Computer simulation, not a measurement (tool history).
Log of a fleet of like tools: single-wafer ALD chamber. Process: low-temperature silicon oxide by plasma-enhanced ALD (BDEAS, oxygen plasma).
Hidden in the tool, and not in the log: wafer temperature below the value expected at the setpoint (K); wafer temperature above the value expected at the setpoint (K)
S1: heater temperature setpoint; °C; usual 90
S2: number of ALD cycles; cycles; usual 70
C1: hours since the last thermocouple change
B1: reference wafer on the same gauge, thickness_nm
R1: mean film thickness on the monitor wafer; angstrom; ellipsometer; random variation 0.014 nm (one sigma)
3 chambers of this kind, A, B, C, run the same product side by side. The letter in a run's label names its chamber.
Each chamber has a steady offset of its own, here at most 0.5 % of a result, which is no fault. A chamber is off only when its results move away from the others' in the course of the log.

{"run": "1C", "hour": 3.6, "S1": 90, "S2": 70, "C1": 1806.9, "B1": 10.6, "R1": 103.22}
{"run": "2A", "hour": 6.7, "S1": 90, "S2": 70, "C1": 1786.4, "B1": 10.593, "R1": 103.27}
{"run": "3B", "hour": 11.0, "S1": 90, "S2": 70, "C1": 1908, "B1": 10.599, "R1": 103.81}
{"run": "4C", "hour": 13.9, "S1": 90, "S2": 70, "C1": 1817.2, "B1": 10.596, "R1": 103.16}
{"run": "5A", "hour": 16.4, "S1": 90, "S2": 70, "C1": 1796.1, "B1": 10.592, "R1": 103.29}
{"run": "6B", "hour": 21.4, "S1": 90, "S2": 70, "C1": 1918.4, "B1": 10.588, "R1": 103.92}
{"run": "7B", "hour": 25.8, "S1": 90, "S2": 60, "C1": 1922.8, "B1": 10.589, "R1": 88.926}
{"run": "8A", "hour": 28.7, "S1": 90, "S2": 60, "C1": 1808.4, "B1": 10.588, "R1": 88.407}
{"run": "9C", "hour": 31.6, "S1": 90, "S2": 60, "C1": 1834.9, "B1": 10.586, "R1": 88.438}
{"run": "10C", "hour": 36.0, "S1": 90, "S2": 70, "C1": 1839.3, "B1": 10.585, "R1": 103.24}
{"run": "11A", "hour": 39.1, "S1": 81, "S2": 76, "C1": 1818.8, "B1": 10.58, "R1": 115.57}
{"run": "12B", "hour": 43.0, "S1": 81, "S2": 76, "C1": 1940, "B1": 10.583, "R1": 115.87}
{"run": "13C", "hour": 48.1, "S1": 81, "S2": 76, "C1": 1851.4, "B1": 10.578, "R1": 115.37}
{"run": "14B", "hour": 50.6, "S1": 90, "S2": 70, "C1": 1947.6, "B1": 10.573, "R1": 103.57}
{"run": "15A", "hour": 54.6, "S1": 90, "S2": 70, "C1": 1834.3, "B1": 10.578, "R1": 102.83}
{"run": "16A", "hour": 57.9, "S1": 90, "S2": 70, "C1": 1837.6, "B1": 10.576, "R1": 103.06}
{"run": "17B", "hour": 60.7, "S1": 90, "S2": 70, "C1": 1957.7, "B1": 10.573, "R1": 103.42}
{"run": "18C", "hour": 65.3, "S1": 90, "S2": 70, "C1": 1868.6, "B1": 10.569, "R1": 102.93}
{"run": "19B", "hour": 70.4, "S1": 95, "S2": 62, "C1": 1967.4, "B1": 10.564, "R1": 90.245}
{"run": "20C", "hour": 72.9, "S1": 95, "S2": 62, "C1": 1876.2, "B1": 10.568, "R1": 89.644}
{"run": "21A", "hour": 75.9, "S1": 95, "S2": 62, "C1": 1855.6, "B1": 10.565, "R1": 89.46}
{"run": "22B", "hour": 79.2, "S1": 90, "S2": 83, "C1": 1976.2, "B1": 10.563, "R1": 122.72}
{"run": "23C", "hour": 83.7, "S1": 90, "S2": 83, "C1": 1887, "B1": 10.563, "R1": 121.82}
{"run": "24A", "hour": 88.6, "S1": 90, "S2": 83, "C1": 1868.3, "B1": 10.557, "R1": 121.83}
{"run": "25B", "hour": 91.1, "S1": 90, "S2": 70, "C1": 1988.1, "B1": 10.555, "R1": 103.18}
{"run": "26C", "hour": 94.8, "S1": 90, "S2": 70, "C1": 1898.1, "B1": 10.56, "R1": 102.86}
{"run": "27A", "hour": 100.0, "S1": 90, "S2": 70, "C1": 1879.7, "B1": 10.55, "R1": 102.85}
{"run": "28B", "hour": 104.5, "S1": 90, "S2": 70, "C1": 2001.5, "B1": 10.55, "R1": 103.11}
{"run": "29C", "hour": 109.1, "S1": 90, "S2": 70, "C1": 1912.4, "B1": 10.549, "R1": 102.83}
{"run": "30A", "hour": 111.5, "S1": 90, "S2": 70, "C1": 1891.2, "B1": 10.548, "R1": 102.83}
{"run": "31C", "hour": 115.4, "S1": 90, "S2": 70, "C1": 1918.7, "B1": 10.544, "R1": 102.67}
{"run": "32A", "hour": 119.8, "S1": 90, "S2": 70, "C1": 1899.5, "B1": 10.542, "R1": 102.87}
{"run": "33B", "hour": 123.1, "S1": 90, "S2": 70, "C1": 2020.1, "B1": 10.54, "R1": 103.24}

Next, every chamber runs the same settings. What will each give?
{"run": "34A", "hour": 127.0, "S1": 90, "S2": 70, "R1": "?"}
{"run": "34B", "hour": 127.0, "S1": 90, "S2": 70, "R1": "?"}
{"run": "34C", "hour": 127.0, "S1": 90, "S2": 70, "R1": "?"}

run=34A R1=102.33
run=34B R1=103.07
run=34C R1=102.52
